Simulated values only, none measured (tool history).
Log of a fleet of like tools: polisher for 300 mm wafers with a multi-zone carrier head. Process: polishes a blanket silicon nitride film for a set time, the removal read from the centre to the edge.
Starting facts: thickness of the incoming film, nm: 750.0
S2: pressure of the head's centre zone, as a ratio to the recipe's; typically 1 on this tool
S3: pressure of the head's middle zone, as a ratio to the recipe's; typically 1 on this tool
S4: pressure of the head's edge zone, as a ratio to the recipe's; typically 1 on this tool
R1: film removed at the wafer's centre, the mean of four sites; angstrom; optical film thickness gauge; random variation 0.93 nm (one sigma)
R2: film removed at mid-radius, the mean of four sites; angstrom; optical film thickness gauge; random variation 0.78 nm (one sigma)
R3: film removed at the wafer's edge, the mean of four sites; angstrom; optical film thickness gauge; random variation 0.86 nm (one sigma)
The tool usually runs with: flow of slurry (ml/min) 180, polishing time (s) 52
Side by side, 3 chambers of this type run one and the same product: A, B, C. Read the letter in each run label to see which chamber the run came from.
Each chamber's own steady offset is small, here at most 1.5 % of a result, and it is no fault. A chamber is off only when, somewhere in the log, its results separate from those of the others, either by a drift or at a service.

{"run": "1B", "hour": 6.7, "flow of slurry (ml/min)": 180, "S2": 1, "S3": 1, "S4": 1, "polishing time (s)": 52, "R1": 805.8, "R2": 805.4, "R3": 791.07}
{"run": "2A", "hour": 10.2, "flow of slurry (ml/min)": 180, "S2": 1, "S3": 1, "S4": 1, "polishing time (s)": 52, "R1": 801.83, "R2": 779.61, "R3": 774.41}
{"run": "3C", "hour": 13.6, "flow of slurry (ml/min)": 180, "S2": 1, "S3": 1, "S4": 1, "polishing time (s)": 52, "R1": 786.04, "R2": 788.37, "R3": 793.71}
{"run": "4C", "hour": 18.8, "flow of slurry (ml/min)": 180, "S2": 1, "S3": 1, "S4": 1, "polishing time (s)": 52, "R1": 785.56, "R2": 788.17, "R3": 804.28}
{"run": "5A", "hour": 24.2, "flow of slurry (ml/min)": 180, "S2": 1, "S3": 1, "S4": 1, "polishing time (s)": 52, "R1": 796.9, "R2": 778.65, "R3": 778.63}
{"hour": 27.8, "done": "chamber A: worn pad replaced by a new one"}
{"run": "6B", "hour": 28.4, "flow of slurry (ml/min)": 125, "S2": 1.08, "S3": 1, "S4": 1, "polishing time (s)": 52, "R1": 780.67, "R2": 728.33, "R3": 736.91}
{"hour": 28.7, "done": "chamber C: slurry nozzle cleaned"}
{"hour": 30.2, "done": "chamber C: worn pad replaced by a new one"}
{"run": "7B", "hour": 34.2, "flow of slurry (ml/min)": 125, "S2": 1.08, "S3": 1, "S4": 1, "polishing time (s)": 52, "R1": 782.59, "R2": 741.93, "R3": 751.16}
{"run": "8C", "hour": 38.0, "flow of slurry (ml/min)": 125, "S2": 1.08, "S3": 1, "S4": 1, "polishing time (s)": 52, "R1": 780.89, "R2": 737.78, "R3": 750.72}
{"run": "9A", "hour": 41.7, "flow of slurry (ml/min)": 180, "S2": 1, "S3": 1, "S4": 1, "polishing time (s)": 52, "R1": 813.31, "R2": 775.63, "R3": 793.24}
{"run": "10B", "hour": 46.4, "flow of slurry (ml/min)": 180, "S2": 1, "S3": 1, "S4": 1, "polishing time (s)": 52, "R1": 767.97, "R2": 776.6, "R3": 778.98}
{"run": "11C", "hour": 50.1, "flow of slurry (ml/min)": 180, "S2": 1, "S3": 1, "S4": 1, "polishing time (s)": 52, "R1": 799.05, "R2": 797.89, "R3": 787.35}
{"run": "12A", "hour": 54.5, "flow of slurry (ml/min)": 180, "S2": 1, "S3": 1, "S4": 1, "polishing time (s)": 52, "R1": 790.19, "R2": 775.62, "R3": 788.92}
{"hour": 58.5, "done": "chamber B: slurry nozzle cleaned"}
{"run": "13C", "hour": 60.1, "flow of slurry (ml/min)": 155, "S2": 1, "S3": 1, "S4": 0.93, "polishing time (s)": 52, "R1": 776.44, "R2": 773.19, "R3": 760.73}
{"run": "14A", "hour": 65.0, "flow of slurry (ml/min)": 155, "S2": 1, "S3": 1, "S4": 0.93, "polishing time (s)": 52, "R1": 753.75, "R2": 747.75, "R3": 743.56}
{"run": "15B", "hour": 68.4, "flow of slurry (ml/min)": 155, "S2": 1, "S3": 1, "S4": 0.93, "polishing time (s)": 52, "R1": 731.42, "R2": 747.23, "R3": 703.36}
{"run": "16B", "hour": 74.9, "flow of slurry (ml/min)": 180, "S2": 1, "S3": 1, "S4": 1, "polishing time (s)": 52, "R1": 755.29, "R2": 760.99, "R3": 773.56}
{"run": "17C", "hour": 78.1, "flow of slurry (ml/min)": 180, "S2": 1.05, "S3": 1, "S4": 1, "polishing time (s)": 43, "R1": 675.56, "R2": 644.62, "R3": 663.84}
{"run": "18A", "hour": 81.1, "flow of slurry (ml/min)": 180, "S2": 1.05, "S3": 1, "S4": 1, "polishing time (s)": 43, "R1": 689.24, "R2": 644.51, "R3": 645.46}
{"run": "19B", "hour": 85.6, "flow of slurry (ml/min)": 180, "S2": 1.05, "S3": 1, "S4": 1, "polishing time (s)": 43, "R1": 652.85, "R2": 628.65, "R3": 619.7}
{"hour": 90.9, "done": "chamber C: worn pad replaced by a new one"}
{"run": "20A", "hour": 91.8, "flow of slurry (ml/min)": 180, "S2": 1, "S3": 1, "S4": 1, "polishing time (s)": 52, "R1": 785.11, "R2": 771.03, "R3": 775.54}
{"run": "21C", "hour": 95.1, "flow of slurry (ml/min)": 180, "S2": 1, "S3": 1, "S4": 1, "polishing time (s)": 52, "R1": 795.47, "R2": 785.69, "R3": 790}
{"run": "22C", "hour": 98.3, "flow of slurry (ml/min)": 180, "S2": 1, "S3": 1, "S4": 1, "polishing time (s)": 52, "R1": 775.68, "R2": 793.26, "R3": 805.52}
{"run": "23A", "hour": 101.5, "flow of slurry (ml/min)": 180, "S2": 1, "S3": 1, "S4": 1, "polishing time (s)": 52, "R1": 794.03, "R2": 776.39, "R3": 783.74}
{"run": "24B", "hour": 107.8, "flow of slurry (ml/min)": 180, "S2": 1, "S3": 1, "S4": 1, "polishing time (s)": 52, "R1": 739.59, "R2": 758.23, "R3": 746.13}
{"run": "25A", "hour": 113.0, "flow of slurry (ml/min)": 180, "S2": 1, "S3": 1, "S4": 1, "polishing time (s)": 52, "R1": 777.35, "R2": 773.27, "R3": 782.14}
{"hour": 114.9, "done": "chamber B: edge zone pressure recalibrated"}
{"hour": 116.4, "done": "chamber A: worn pad replaced by a new one"}
{"run": "26B", "hour": 117.1, "flow of slurry (ml/min)": 180, "S2": 1, "S3": 1, "S4": 1, "polishing time (s)": 52, "R1": 734.57, "R2": 737.51, "R3": 719.69}
{"run": "27C", "hour": 121.1, "flow of slurry (ml/min)": 180, "S2": 1, "S3": 1, "S4": 1, "polishing time (s)": 52, "R1": 779.17, "R2": 794.99, "R3": 783.64}
{"run": "28C", "hour": 124.3, "flow of slurry (ml/min)": 180, "S2": 1, "S3": 1.04, "S4": 1, "polishing time (s)": 64, "R1": 990.4, "R2": 1003.6, "R3": 983.28}
{"run": "29B", "hour": 129.5, "flow of slurry (ml/min)": 180, "S2": 1, "S3": 1.04, "S4": 1, "polishing time (s)": 64, "R1": 867.45, "R2": 944.54, "R3": 891.62}
{"run": "30A", "hour": 132.9, "flow of slurry (ml/min)": 180, "S2": 1, "S3": 1.04, "S4": 1, "polishing time (s)": 64, "R1": 977.81, "R2": 1006.1, "R3": 971.01}
{"run": "31B", "hour": 136.2, "flow of slurry (ml/min)": 180, "S2": 1, "S3": 1, "S4": 1, "polishing time (s)": 52, "R1": 722.19, "R2": 739.23, "R3": 730.06}
{"run": "32A", "hour": 142.3, "flow of slurry (ml/min)": 180, "S2": 1.08, "S3": 1, "S4": 1.11, "polishing time (s)": 52, "R1": 848.36, "R2": 766.23, "R3": 829.17}
{"hour": 144.7, "done": "chamber C: worn pad replaced by a new one"}
{"run": "33C", "hour": 146.9, "flow of slurry (ml/min)": 180, "S2": 1.08, "S3": 1, "S4": 1.11, "polishing time (s)": 52, "R1": 853.23, "R2": 802.98, "R3": 846.02}
{"run": "34B", "hour": 150.3, "flow of slurry (ml/min)": 180, "S2": 1.08, "S3": 1, "S4": 1.11, "polishing time (s)": 52, "R1": 770.78, "R2": 722.55, "R3": 759.34}
{"run": "35C", "hour": 154.6, "flow of slurry (ml/min)": 180, "S2": 1, "S3": 1, "S4": 1, "polishing time (s)": 52, "R1": 781.75, "R2": 794.78, "R3": 794.07}
{"run": "36A", "hour": 159.7, "flow of slurry (ml/min)": 180, "S2": 1, "S3": 1, "S4": 1, "polishing time (s)": 52, "R1": 774.44, "R2": 767.15, "R3": 799.44}
{"run": "37C", "hour": 163.0, "flow of slurry (ml/min)": 180, "S2": 1, "S3": 1, "S4": 1, "polishing time (s)": 52, "R1": 802.26, "R2": 796.61, "R3": 792.39}

The same settings go to every chamber for the next run, one line per chamber below. Forecast the results for each:
{"run": "38A", "hour": 167.9, "flow of slurry (ml/min)": 180, "S2": 1, "S3": 1, "S4": 1, "polishing time (s)": 52, "R1": "?", "R2": "?", "R3": "?"}
{"run": "38B", "hour": 167.9, "flow of slurry (ml/min)": 180, "S2": 1, "S3": 1, "S4": 1, "polishing time (s)": 52, "R1": "?", "R2": "?", "R3": "?"}
{"run": "38C", "hour": 167.9, "flow of slurry (ml/min)": 180, "S2": 1, "S3": 1, "S4": 1, "polishing time (s)": 52, "R1": "?", "R2": "?", "R3": "?"}

run=38A R1=775.47 R2=764.72 R3=793.61
run=38B R1=694.17 R2=708.75 R3=707.93
run=38C R1=790.34 R2=791.8 R3=783.47
